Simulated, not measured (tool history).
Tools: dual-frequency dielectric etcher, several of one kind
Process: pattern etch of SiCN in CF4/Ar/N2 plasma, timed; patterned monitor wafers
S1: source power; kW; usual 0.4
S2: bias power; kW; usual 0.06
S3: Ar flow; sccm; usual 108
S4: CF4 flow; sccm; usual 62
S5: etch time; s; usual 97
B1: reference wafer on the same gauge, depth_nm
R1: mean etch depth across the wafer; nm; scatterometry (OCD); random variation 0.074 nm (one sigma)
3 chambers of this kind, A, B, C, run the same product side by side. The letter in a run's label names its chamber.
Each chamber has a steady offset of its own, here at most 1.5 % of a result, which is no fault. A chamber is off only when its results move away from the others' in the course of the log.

| run | hour | S1 | S2 | S3 | S4 | S5 | B1 | R1 |
|---|---|---|---|---|---|---|---|---|
| 1B | 6.2 | 0.4 | 0.06 | 108 | 62 | 97 | 65.802 | 68.179 |
|  | 9.5 | chamber A: wet clean of the chamber |
| 2C | 11.9 | 0.4 | 0.06 | 108 | 62 | 97 | 65.8 | 67.749 |
| 3A | 20.3 | 0.4 | 0.06 | 108 | 62 | 97 | 65.785 | 67.868 |
| 4B | 30.7 | 0.4 | 0.06 | 108 | 62 | 97 | 65.781 | 68.124 |
|  | 33.4 | chamber B: source power generator calibrated |
| 5A | 41 | 0.4 | 0.06 | 108 | 62 | 97 | 65.774 | 67.888 |
| 6C | 51.8 | 0.4 | 0.06 | 108 | 62 | 97 | 65.752 | 67.543 |
| 7B | 63.5 | 0.4 | 0.06 | 108 | 62 | 97 | 65.741 | 68.149 |
| 8C | 74.7 | 0.4 | 0.06 | 108 | 62 | 97 | 65.724 | 67.541 |
| 9A | 82.5 | 0.4 | 0.06 | 108 | 62 | 97 | 65.73 | 67.799 |
| 10A | 92.4 | 0.4 | 0.06 | 108 | 62 | 97 | 65.7 | 67.687 |
|  | 96.2 | chamber A: CF4 flow controller replaced |
| 11C | 102.5 | 0.4 | 0.06 | 108 | 62 | 97 | 65.712 | 67.522 |
|  | 103.2 | chamber A: bias power generator calibrated |
| 12B | 110.8 | 0.4 | 0.06 | 108 | 62 | 97 | 65.71 | 68.041 |
| 13C | 116.6 | 0.47 | 0.06 | 108 | 62 | 97 | 65.712 | 77.99 |
| 14A | 124.7 | 0.47 | 0.06 | 108 | 62 | 97 | 65.697 | 78.05 |
|  | 126 | chamber C: wet clean of the chamber |
| 15B | 136 | 0.47 | 0.06 | 108 | 62 | 97 | 65.682 | 78.223 |
| 16C | 142.8 | 0.4 | 0.06 | 108 | 62 | 97 | 65.674 | 67.554 |
| 17A | 153.2 | 0.4 | 0.06 | 108 | 62 | 97 | 65.678 | 67.747 |
|  | 156.2 | chamber C: source power generator calibrated |
| 18B | 160.3 | 0.4 | 0.06 | 108 | 62 | 97 | 65.644 | 68.073 |
| 19A | 168.2 | 0.4 | 0.06 | 108 | 62 | 97 | 65.658 | 67.568 |
| 20B | 176.4 | 0.4 | 0.06 | 108 | 62 | 97 | 65.641 | 67.975 |
| 21C | 186.1 | 0.4 | 0.06 | 108 | 62 | 97 | 65.643 | 67.492 |
| 22A | 195.5 | 0.4 | 0.06 | 108 | 62 | 97 | 65.623 | 67.701 |
| 23C | 206.6 | 0.4 | 0.06 | 108 | 62 | 97 | 65.619 | 67.459 |
| 24B | 216.2 | 0.4 | 0.06 | 131 | 62 | 70.5 | 65.623 | 47.88 |
| 25A | 226.8 | 0.4 | 0.06 | 131 | 62 | 70.5 | 65.588 | 47.659 |
| 26C | 232.6 | 0.4 | 0.06 | 131 | 62 | 70.5 | 65.581 | 47.549 |
| 27B | 240.6 | 0.4 | 0.06 | 108 | 62 | 97 | 65.58 | 68.096 |
| 28C | 247 | 0.4 | 0.06 | 108 | 62 | 97 | 65.577 | 67.492 |
| 29A | 255.3 | 0.4 | 0.06 | 108 | 62 | 97 | 65.588 | 67.575 |
| 30B | 265.6 | 0.4 | 0.06 | 108 | 62 | 97 | 65.574 | 68.018 |
| 31B | 275.2 | 0.4 | 0.072 | 97 | 62 | 97 | 65.562 | 73.671 |
|  | 277 | chamber B: wet clean of the chamber |
| 32C | 282.1 | 0.4 | 0.072 | 97 | 62 | 97 | 65.526 | 73.209 |
| 33A | 293.6 | 0.4 | 0.072 | 97 | 62 | 97 | 65.533 | 73.236 |
| 34C | 300.4 | 0.4 | 0.06 | 108 | 62 | 97 | 65.524 | 67.395 |
| 35B | 306.9 | 0.4 | 0.06 | 108 | 62 | 97 | 65.538 | 68.07 |
| 36A | 317.9 | 0.4 | 0.06 | 108 | 62 | 97 | 65.504 | 67.553 |
| 37C | 327.5 | 0.4 | 0.06 | 108 | 62 | 97 | 65.498 | 67.263 |

All 3 chambers run these settings next. Forecast each chamber's results:
| 38A | 335.9 | 0.4 | 0.06 | 108 | 69 | 97 |  | ? |
| 38B | 335.9 | 0.4 | 0.06 | 108 | 69 | 97 |  | ? |
| 38C | 335.9 | 0.4 | 0.06 | 108 | 69 | 97 |  | ? |

| run | R1 |
|---|---|
| 38A | 68.987 |
| 38B | 69.01 |
| 38C | 68.545 |

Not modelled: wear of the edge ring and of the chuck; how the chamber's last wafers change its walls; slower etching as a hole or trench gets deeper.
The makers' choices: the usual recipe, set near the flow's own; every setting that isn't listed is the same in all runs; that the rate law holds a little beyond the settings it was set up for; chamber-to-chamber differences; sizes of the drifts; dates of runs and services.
